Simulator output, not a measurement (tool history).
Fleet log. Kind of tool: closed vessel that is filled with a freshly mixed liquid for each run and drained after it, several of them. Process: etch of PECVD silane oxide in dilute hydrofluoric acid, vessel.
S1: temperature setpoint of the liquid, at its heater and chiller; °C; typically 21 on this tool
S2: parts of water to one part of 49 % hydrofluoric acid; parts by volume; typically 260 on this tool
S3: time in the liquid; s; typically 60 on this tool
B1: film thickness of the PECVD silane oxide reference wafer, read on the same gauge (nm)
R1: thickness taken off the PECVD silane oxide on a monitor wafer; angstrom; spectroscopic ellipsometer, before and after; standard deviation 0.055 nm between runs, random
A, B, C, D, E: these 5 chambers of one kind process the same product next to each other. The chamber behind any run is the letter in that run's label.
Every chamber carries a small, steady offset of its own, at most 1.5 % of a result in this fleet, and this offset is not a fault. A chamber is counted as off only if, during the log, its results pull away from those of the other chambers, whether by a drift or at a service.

{"run": "1E", "hour": 5.5, "S1": 21, "S2": 260, "S3": 60, "B1": 50.027, "R1": 67.893}
{"run": "2A", "hour": 11.1, "S1": 21, "S2": 260, "S3": 60, "B1": 49.997, "R1": 67.759}
{"run": "3C", "hour": 17.7, "S1": 21, "S2": 260, "S3": 60, "B1": 50.021, "R1": 66.071}
{"run": "4D", "hour": 25.5, "S1": 21, "S2": 260, "S3": 60, "B1": 49.988, "R1": 67.06}
{"hour": 28.7, "done": "chamber E: thermometer replaced"}
{"run": "5B", "hour": 34.2, "S1": 21, "S2": 260, "S3": 60, "B1": 49.986, "R1": 68.252}
{"run": "6B", "hour": 43.5, "S1": 21, "S2": 260, "S3": 60, "B1": 49.995, "R1": 67.405}
{"run": "7A", "hour": 49.3, "S1": 21, "S2": 260, "S3": 60, "B1": 49.991, "R1": 67.151}
{"run": "8D", "hour": 56.0, "S1": 21, "S2": 260, "S3": 60, "B1": 49.996, "R1": 67.573}
{"run": "9E", "hour": 61.2, "S1": 21, "S2": 260, "S3": 60, "B1": 49.994, "R1": 67.092}
{"hour": 62.3, "done": "chamber C: hydrofluoric acid flow meter replaced"}
{"run": "10C", "hour": 66.8, "S1": 21, "S2": 380, "S3": 35, "B1": 50.015, "R1": 24.103}
{"run": "11E", "hour": 73.0, "S1": 21, "S2": 380, "S3": 35, "B1": 49.987, "R1": 24.254}
{"run": "12A", "hour": 80.9, "S1": 21, "S2": 380, "S3": 35, "B1": 49.994, "R1": 24.026}
{"run": "13D", "hour": 85.3, "S1": 21, "S2": 380, "S3": 35, "B1": 50.016, "R1": 23.835}
{"run": "14C", "hour": 93.9, "S1": 21, "S2": 380, "S3": 35, "B1": 50.002, "R1": 23.907}
{"run": "15B", "hour": 102.1, "S1": 21, "S2": 260, "S3": 60, "B1": 49.991, "R1": 66.957}
{"run": "16E", "hour": 111.8, "S1": 21, "S2": 260, "S3": 60, "B1": 49.982, "R1": 66.475}
{"run": "17B", "hour": 117.9, "S1": 21, "S2": 260, "S3": 60, "B1": 50.026, "R1": 68.22}
{"run": "18A", "hour": 125.0, "S1": 21, "S2": 260, "S3": 60, "B1": 50.002, "R1": 66.067}
{"run": "19D", "hour": 132.2, "S1": 21, "S2": 260, "S3": 60, "B1": 50.003, "R1": 66.917}
{"run": "20C", "hour": 141.5, "S1": 18.5, "S2": 260, "S3": 80, "B1": 49.993, "R1": 81.51}
{"run": "21E", "hour": 146.8, "S1": 18.5, "S2": 260, "S3": 80, "B1": 49.959, "R1": 80.684}
{"run": "22D", "hour": 153.0, "S1": 18.5, "S2": 260, "S3": 80, "B1": 49.991, "R1": 81.685}
{"run": "23C", "hour": 157.7, "S1": 18.5, "S2": 260, "S3": 80, "B1": 50.006, "R1": 81.516}
{"run": "24A", "hour": 165.6, "S1": 18.5, "S2": 260, "S3": 80, "B1": 49.99, "R1": 79.033}
{"run": "25B", "hour": 170.2, "S1": 21, "S2": 260, "S3": 60, "B1": 50.012, "R1": 67.572}
{"run": "26C", "hour": 176.9, "S1": 21, "S2": 260, "S3": 60, "B1": 50.023, "R1": 67.833}
{"run": "27A", "hour": 181.8, "S1": 21, "S2": 260, "S3": 60, "B1": 49.98, "R1": 65.348}
{"run": "28E", "hour": 190.1, "S1": 21, "S2": 260, "S3": 60, "B1": 49.988, "R1": 66.349}
{"run": "29B", "hour": 199.5, "S1": 21, "S2": 260, "S3": 60, "B1": 50.005, "R1": 66.755}
{"run": "30D", "hour": 205.7, "S1": 21, "S2": 210, "S3": 75, "B1": 49.98, "R1": 109.67}
{"hour": 211.6, "done": "chamber C: thermometer replaced"}
{"run": "31B", "hour": 215.5, "S1": 21, "S2": 210, "S3": 75, "B1": 49.986, "R1": 111.39}
{"run": "32C", "hour": 221.1, "S1": 21, "S2": 210, "S3": 75, "B1": 50.028, "R1": 109.69}
{"run": "33A", "hour": 230.0, "S1": 21, "S2": 210, "S3": 75, "B1": 49.998, "R1": 103.33}
{"run": "34E", "hour": 237.0, "S1": 21, "S2": 210, "S3": 75, "B1": 49.998, "R1": 108.29}
{"run": "35D", "hour": 245.5, "S1": 21, "S2": 260, "S3": 60, "B1": 49.997, "R1": 67.553}
{"run": "36E", "hour": 253.2, "S1": 21, "S2": 260, "S3": 60, "B1": 49.999, "R1": 67.337}
{"run": "37C", "hour": 262.6, "S1": 21, "S2": 260, "S3": 60, "B1": 50.007, "R1": 66.856}
{"hour": 265.3, "done": "chamber D: hydrofluoric acid flow meter replaced"}
{"run": "38B", "hour": 272.3, "S1": 21, "S2": 260, "S3": 60, "B1": 49.994, "R1": 67.649}
{"run": "39D", "hour": 280.4, "S1": 21, "S2": 260, "S3": 60, "B1": 50, "R1": 67.543}
{"run": "40A", "hour": 287.8, "S1": 21, "S2": 260, "S3": 60, "B1": 49.986, "R1": 63.686}

Read the log: is a single chamber off, either drifting away or since a service, is the gauge that measures every chamber drifting, or is nothing wrong beyond small per-chamber offsets? Name any odd chamber and what most likely caused it.

One chamber, A, drifts off from the rest bit by bit.
What lies behind it: liquid colder than its thermometer reads (K) = 1.59.
It could be hard to tell apart here from: hydrofluoric acid flow below the setpoint (%).

Which of the 4 candidates below, each the usual settings with something changed and its results left as question marks, puts chamber A back in line with what the other chambers give on the usual settings?
Counts as in line when no further than this from what the other chambers average on the usual settings: R1 1.9 angstrom
{"run": "41A-1", "hour": 295.1, "S1": 21, "S2": 275, "S3": 60, "R1": "?"}
{"run": "41A-2", "hour": 295.1, "S1": 20.5, "S2": 260, "S3": 60, "R1": "?"}
{"run": "41A-3", "hour": 295.1, "S1": 21, "S2": 245, "S3": 60, "R1": "?"}
{"run": "41A-4", "hour": 295.1, "S1": 21.5, "S2": 260, "S3": 60, "R1": "?"}

What the other chambers average on the usual settings: R1 67.235 angstrom
run=41A-1 R1=59.125
run=41A-2 R1=62.188
run=41A-3 R1=68.212
run=41A-4 R1=64.593
The right change is 41A-3: it brings the chamber back within the allowed miss of the others.
